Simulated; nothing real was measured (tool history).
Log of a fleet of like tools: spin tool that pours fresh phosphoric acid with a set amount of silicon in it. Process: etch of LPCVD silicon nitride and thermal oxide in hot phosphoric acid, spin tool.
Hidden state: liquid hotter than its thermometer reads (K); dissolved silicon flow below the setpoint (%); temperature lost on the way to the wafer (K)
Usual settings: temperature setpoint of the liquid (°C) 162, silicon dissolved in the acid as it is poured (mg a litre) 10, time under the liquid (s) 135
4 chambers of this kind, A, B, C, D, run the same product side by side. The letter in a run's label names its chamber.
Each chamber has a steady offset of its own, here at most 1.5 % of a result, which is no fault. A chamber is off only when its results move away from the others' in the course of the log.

run,hour,temperature setpoint of the liquid (°C),silicon dissolved in the acid as it is poured (mg a litre),time under the liquid (s),hours since the thermometer was replaced,hours since the dissolved silicon flow meter was replaced,hours since the heated supply line was repaired,"read-back film thickness of the LPCVD silicon nitride reference wafer, read on the same gauge (nm)","read-back film thickness of the thermal oxide reference wafer, read on the same gauge (nm)",thickness taken off the LPCVD silicon nitride on a monitor wafer (Å),thickness taken off the thermal oxide on a monitor wafer (Å)
1B,4.1,162,10,135,1123.2,1704.2,506.7,90.073,70.003,127.95,3.6504
2C,6.3,162,10,135,2608.9,822,1516.3,90.028,70.001,124.61,3.568
3D,10,162,10,135,279.1,910.8,1314,90.045,70.001,125.11,3.5613
4A,14,162,10,135,1482,520.1,77.7,89.99,69.995,125.66,3.1437
5D,16.1,159.5,10,75,285.2,916.9,1320.1,89.978,70.01,64.31,1.7035
6C,18,159.5,10,75,2620.6,833.7,1528,90.018,70.011,64.17,1.4502
7A,21.6,159.5,10,75,1489.6,527.7,85.3,90.009,69.995,64.142,1.5654
8B,24.9,159.5,10,75,1144,1725,527.5,89.983,69.969,65.572,1.638
9A,28.4,162,10,135,1496.4,534.5,92.1,89.997,70.02,128.16,3.3625
10B,30.4,162,10,135,1149.5,1730.5,533,90.059,70.01,126.86,3.1362
11C,32.7,162,10,135,2635.3,848.4,1542.7,90.013,69.967,123.99,3.3883
12D,35.3,162,10,135,304.4,936.1,1339.3,89.989,70.011,130.51,3.0233
13A,39.4,160.5,6.5,135,1507.4,545.5,103.1,89.937,70.022,119.65,2.9441
14B,41.2,160.5,6.5,135,1160.3,1741.3,543.8,90.029,69.986,121.51,3.7729
15C,45.2,160.5,6.5,135,2647.8,860.9,1555.2,90.018,69.962,118.92,3.122
# hour 48.4: chamber B: dissolved silicon flow meter replaced
16D,49.5,160.5,6.5,135,318.6,950.3,1353.5,89.989,70.041,124.89,3.8905
17D,51.9,162,10,135,321,952.7,1355.9,89.962,69.983,130.6,3.9643
18A,55.2,162,16.5,135,1523.2,561.3,118.9,90.01,69.968,127.12,3.1374
19B,58,162,16.5,135,1177.1,9.6,560.6,90.006,69.981,126.85,2.7639
20C,61.7,162,16.5,135,2664.3,877.4,1571.7,89.967,70.032,126.52,2.8379
21A,63.9,162,16.5,135,1531.9,570,127.6,89.982,70.015,125.55,3.0124
22D,66.4,162,10,135,335.5,967.2,1370.4,89.982,69.988,133.35,3.959
23B,68.5,162,13,105,1187.6,20.1,571.1,90.006,69.988,100.4,2.7913
24C,70.9,162,13,105,2673.5,886.6,1580.9,90.007,69.994,97.799,2.5929
25C,74.7,162,13,105,2677.3,890.4,1584.7,90.039,69.992,98.397,2.4445
26B,76.8,162,13,105,1195.9,28.4,579.4,89.953,70,98.351,2.6197

What goes on in this fleet: one chamber off, a drifting gauge, or nothing beyond the chambers' own small offsets? Name the chamber and the cause, if any.

Chamber D drifts away from the others.
Cause: liquid hotter than its thermometer reads (K) = 2.22.

Here are 4 candidates for chamber D's next run, each the usual settings with a change, their results left as question marks. Which one brings its results back in line with what the others give on the usual settings?
In line means no further than this from the other chambers' mean on the usual settings: thickness taken off the LPCVD silicon nitride on a monitor wafer (Å) 3.3; thickness taken off the thermal oxide on a monitor wafer (Å) 0.86
27D-1,79.9,163.5,4.5,145,,,,,,?,?
27D-2,79.9,161,13,130,,,,,,?,?
27D-3,79.9,160.5,15.5,125,,,,,,?,?
27D-4,79.9,163,7,140,,,,,,?,?

The other chambers' mean on the usual settings: thickness taken off the LPCVD silicon nitride on a monitor wafer (Å) 126.5; thickness taken off the thermal oxide on a monitor wafer (Å) 3.4363
run,thickness taken off the LPCVD silicon nitride on a monitor wafer (Å),thickness taken off the thermal oxide on a monitor wafer (Å)
27D-1,152.61,5.5568
27D-2,125.9,3.4414
27D-3,119.06,2.9928
27D-4,144.96,4.9089
27D-2 brings the chamber back in line.
